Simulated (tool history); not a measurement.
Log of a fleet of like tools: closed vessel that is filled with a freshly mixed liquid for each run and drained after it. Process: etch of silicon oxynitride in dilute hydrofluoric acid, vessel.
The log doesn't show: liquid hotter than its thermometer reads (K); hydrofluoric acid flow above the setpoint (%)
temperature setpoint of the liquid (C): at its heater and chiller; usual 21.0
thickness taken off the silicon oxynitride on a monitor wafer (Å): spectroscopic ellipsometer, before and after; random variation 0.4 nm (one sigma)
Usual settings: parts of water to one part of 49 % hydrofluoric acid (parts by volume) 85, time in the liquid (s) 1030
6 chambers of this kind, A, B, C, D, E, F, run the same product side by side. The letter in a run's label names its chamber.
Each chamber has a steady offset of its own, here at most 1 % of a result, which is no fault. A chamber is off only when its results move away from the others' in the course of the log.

run	hour	temperature setpoint of the liquid (C)	parts of water to one part of 49 % hydrofluoric acid (parts by volume)	time in the liquid (s)	hours since the thermometer was replaced	hours since the hydrofluoric acid flow meter was replaced	read-back film thickness of the silicon oxynitride reference wafer, read on the same gauge (nm)	thickness taken off the silicon oxynitride on a monitor wafer (Å)
# hour 6.5: chamber A: hydrofluoric acid flow meter replaced
1E	9.1	21.0	85	1030	1065.5	855.3	80.021	508.83
2F	15.5	21.0	85	1030	1089.0	353.2	79.954	507.14
3B	23.9	21.0	85	1030	1038.3	96.1	80.011	517.65
4C	29.0	21.0	85	1030	832.5	467.8	80.059	512.68
5A	34.4	21.0	85	1030	307.9	28.0	79.945	510.52
# hour 36.2: chamber C: thermometer replaced
6D	42.4	21.0	85	1030	1419.9	1480.5	80.003	516.80
7A	51.0	21.0	110	1030	324.5	44.6	80.002	391.16
8F	57.2	21.0	110	1030	1130.7	394.9	79.976	388.45
9B	66.5	21.0	110	1030	1080.9	138.7	80.002	387.34
10D	77.1	21.0	110	1030	1454.6	1515.2	79.961	383.21
11C	82.8	21.0	110	1030	46.6	521.6	80.078	380.13
12E	87.8	21.0	110	1030	1144.2	934.0	79.984	387.96
13A	98.8	21.0	85	1030	372.3	92.4	79.994	508.73
14F	107.1	21.0	85	1030	1180.6	444.8	80.013	512.25
15E	115.6	21.0	85	1030	1172.0	961.8	80.011	503.32
16C	121.1	21.0	85	1030	84.9	559.9	79.998	510.06
17D	126.0	21.0	85	1030	1503.5	1564.1	80.013	510.30
18B	133.9	21.0	85	1030	1148.3	206.1	79.973	524.36
19F	140.8	21.0	85	1030	1214.3	478.5	79.960	510.37
20E	148.9	21.0	110	1630	1205.3	995.1	79.997	621.02
21C	159.7	21.0	110	1630	123.5	598.5	79.980	617.68
22D	167.7	21.0	110	1630	1545.2	1605.8	79.955	626.33
23B	173.0	21.0	110	1630	1187.4	245.2	80.002	612.61
24A	179.1	21.0	110	1630	452.6	172.7	79.987	620.55
25F	185.5	21.0	110	1630	1259.0	523.2	79.986	606.04
26A	190.3	21.0	85	1030	463.8	183.9	80.009	512.74
27E	198.3	21.0	85	1030	1254.7	1044.5	79.954	530.70
# hour 199.4: chamber D: thermometer replaced
28B	205.8	21.0	85	1030	1220.2	278.0	80.024	524.13
29D	214.2	21.0	85	1030	14.8	1652.3	79.996	510.44
30C	219.2	21.0	85	1030	183.0	658.0	80.015	508.03
31B	228.1	21.0	85	1030	1242.5	300.3	80.006	522.04
32E	237.4	23.5	85	1030	1293.8	1083.6	80.007	605.69
33A	242.4	23.5	85	1030	515.9	236.0	79.987	587.15
34D	248.9	23.5	85	1030	49.5	1687.0	79.998	568.25
35C	258.9	23.5	85	1030	222.7	697.7	80.022	566.01
36F	264.3	23.5	85	1030	1337.8	602.0	79.924	577.79
37C	273.5	23.5	85	1030	237.3	712.3	80.015	572.49
38D	281.0	21.0	85	1030	81.6	1719.1	79.982	507.14
39A	290.0	21.0	85	1030	563.5	283.6	79.969	505.90
40E	297.7	21.0	85	1030	1354.1	1143.9	80.020	554.03
41B	308.3	21.0	85	1030	1322.7	380.5	80.049	512.34
42F	313.5	21.0	85	1030	1387.0	651.2	79.983	514.44
43E	322.0	21.0	85	1030	1378.4	1168.2	79.992	566.64

What goes on in this fleet: one chamber off, a drifting gauge, or nothing beyond the chambers' own small offsets? Name the chamber and the cause, if any.

Chamber E drifts away from the others.
Cause: liquid hotter than its thermometer reads (K) = 2.3.
The log may not tell that from: hydrofluoric acid flow above the setpoint (%).

Here are 4 candidates for chamber E's next run, each the usual settings with a change, their results left as question marks. Which one brings its results back in line with what the others give on the usual settings?
In line means no further than this from the other chambers' mean on the usual settings: thickness taken off the silicon oxynitride on a monitor wafer (Å) 14.00
44E-1	329.9	21.5	85	1195				?
44E-2	329.9	20.5	85	885				?
44E-3	329.9	21.0	80	1080				?
44E-4	329.9	21.0	90	980				?

The other chambers' mean on the usual settings: thickness taken off the silicon oxynitride on a monitor wafer (Å) 510.46
run	thickness taken off the silicon oxynitride on a monitor wafer (Å)
44E-1	673.95
44E-2	475.96
44E-3	634.14
44E-4	508.24
44E-4 brings the chamber back in line.

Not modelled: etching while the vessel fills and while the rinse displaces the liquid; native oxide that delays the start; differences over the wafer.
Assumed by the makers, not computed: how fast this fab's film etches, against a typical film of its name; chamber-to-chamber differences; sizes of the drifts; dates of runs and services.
